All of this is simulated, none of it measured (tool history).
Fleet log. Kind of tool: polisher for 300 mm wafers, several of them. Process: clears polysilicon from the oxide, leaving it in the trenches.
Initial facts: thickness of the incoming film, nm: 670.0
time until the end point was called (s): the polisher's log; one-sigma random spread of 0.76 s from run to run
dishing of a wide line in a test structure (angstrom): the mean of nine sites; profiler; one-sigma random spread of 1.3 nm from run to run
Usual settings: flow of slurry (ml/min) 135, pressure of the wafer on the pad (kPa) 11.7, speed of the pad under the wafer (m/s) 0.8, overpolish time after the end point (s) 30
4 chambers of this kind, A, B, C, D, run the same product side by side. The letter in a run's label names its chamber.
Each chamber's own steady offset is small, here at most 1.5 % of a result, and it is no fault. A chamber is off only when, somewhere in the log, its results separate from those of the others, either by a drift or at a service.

run	day	flow of slurry (ml/min)	pressure of the wafer on the pad (kPa)	speed of the pad under the wafer (m/s)	overpolish time after the end point (s)	wafers polished on this pad	hours since the slurry nozzle was cleaned	hours since the head pressure was calibrated	time until the end point was called (s)	dishing of a wide line in a test structure (angstrom)
# day 0.154: chamber D: worn pad replaced by a new one
1B	0.254	135	11.7	0.8	30	393	491.1	945.2	87.361	654.82
2D	0.408	135	11.7	0.8	30	68	212.4	476.6	88.088	650.7
3C	0.633	135	11.7	0.8	30	432	144.6	364.8	87.68	643.66
4A	0.792	135	11.7	0.8	30	439	106.9	324	88.483	652.96
5C	1.012	135	11.7	0.8	30	533	153.7	373.9	89.973	644.19
6A	1.25	135	11.7	0.8	30	562	117.9	335	89.501	631.99
7B	1.479	135	11.7	0.8	30	722	520.5	974.6	87.374	667.8
8D	1.783	135	11.7	0.8	30	437	245.4	509.6	86.979	649.21
9A	2.021	135	11.7	0.8	30	769	136.4	353.5	89.422	645.29
# day 2.129: chamber B: head pressure recalibrated
# day 2.229: chamber A: worn pad replaced by a new one
# day 2.271: chamber C: slurry nozzle cleaned
10C	2.304	135	11.7	0.8	30	880	0.8	404.9	87.533	651.96
11D	2.608	135	11.7	0.8	30	658	265.2	529.4	88.729	643.93
# day 2.738: chamber C: worn pad replaced by a new one
12B	2.767	135	11.7	0.8	30	1067	551.4	15.4	87.778	644.01
13C	3.046	135	11.7	0.8	30	82	18.6	422.7	87.254	681.99
# day 3.129: chamber B: worn pad replaced by a new one
# day 3.162: chamber D: head pressure recalibrated
14A	3.246	135	11.7	0.8	30	273	165.8	382.9	88.244	670.48
# day 3.45: chamber D: worn pad replaced by a new one
15B	3.508	135	11.7	0.8	30	101	569.2	33.2	86.514	648.9
16D	3.671	135	11.7	0.8	30	59	290.7	12.2	98.62	653.45
17C	3.992	135	11.7	0.8	30	336	41.3	445.4	87.939	681.51
18A	4.242	135	11.7	0.8	30	540	189.7	406.8	87.832	648
19D	4.4	135	11.7	0.8	30	254	308.2	29.7	98.616	635.41
20B	4.633	135	11.7	0.8	30	403	596.2	60.2	88.882	632.2
# day 4.908: chamber C: head pressure recalibrated
21C	4.95	135	9.7	0.8	30	593	64.3	1	107.82	637.52
22D	5.112	135	9.7	0.8	30	446	325.3	46.8	119.08	614.38
23A	5.425	135	9.7	0.8	30	857	218.1	435.2	106.8	623.45
# day 5.504: chamber A: worn pad replaced by a new one
24B	5.75	135	9.7	0.8	30	702	623	87	105.07	623.61
25A	5.954	135	9.7	0.6	30	121	230.8	447.9	143.97	596.5
# day 6.108: chamber C: worn pad replaced by a new one
26D	6.133	135	9.7	0.6	30	719	349.8	71.3	163.4	559.59
27B	6.367	135	9.7	0.6	30	868	637.8	101.8	140.78	586.58
# day 6.55: chamber D: worn pad replaced by a new one
28C	6.683	135	9.7	0.6	30	154	105.9	42.6	145.68	602.26
29B	6.942	135	11.7	0.8	30	1022	651.6	115.6	87.939	649.94
30C	7.142	135	11.7	0.8	30	277	116.9	53.6	89.066	665.36
31A	7.312	135	11.7	0.8	30	485	263.4	480.5	88.456	671.2
32D	7.475	135	11.7	0.8	30	248	382	103.5	98.455	622.16
33D	7.75	135	11.7	0.8	30	322	388.6	110.1	98.593	653.83
# day 7.804: chamber B: worn pad replaced by a new one
34C	8.012	135	11.7	0.8	30	511	137.8	74.5	88.609	675.06
# day 8.283: chamber A: worn pad replaced by a new one
35B	8.329	135	11.7	1.02	30	141	684.9	148.9	67.894	666.07
36A	8.479	135	11.7	1.02	30	53	291.4	508.5	69.264	660.24

The same settings go to every chamber for the next run, one line per chamber below. Forecast the results for each:
37A	8.712	135	11.7	0.9	30				?	?
37B	8.712	135	11.7	0.9	30				?	?
37C	8.712	135	11.7	0.9	30				?	?
37D	8.712	135	11.7	0.9	30				?	?

run	time until the end point was called (s)	dishing of a wide line in a test structure (angstrom)
37A	79.709	642.46
37B	77.821	664.06
37C	78.602	653.12
37D	87.959	634.44
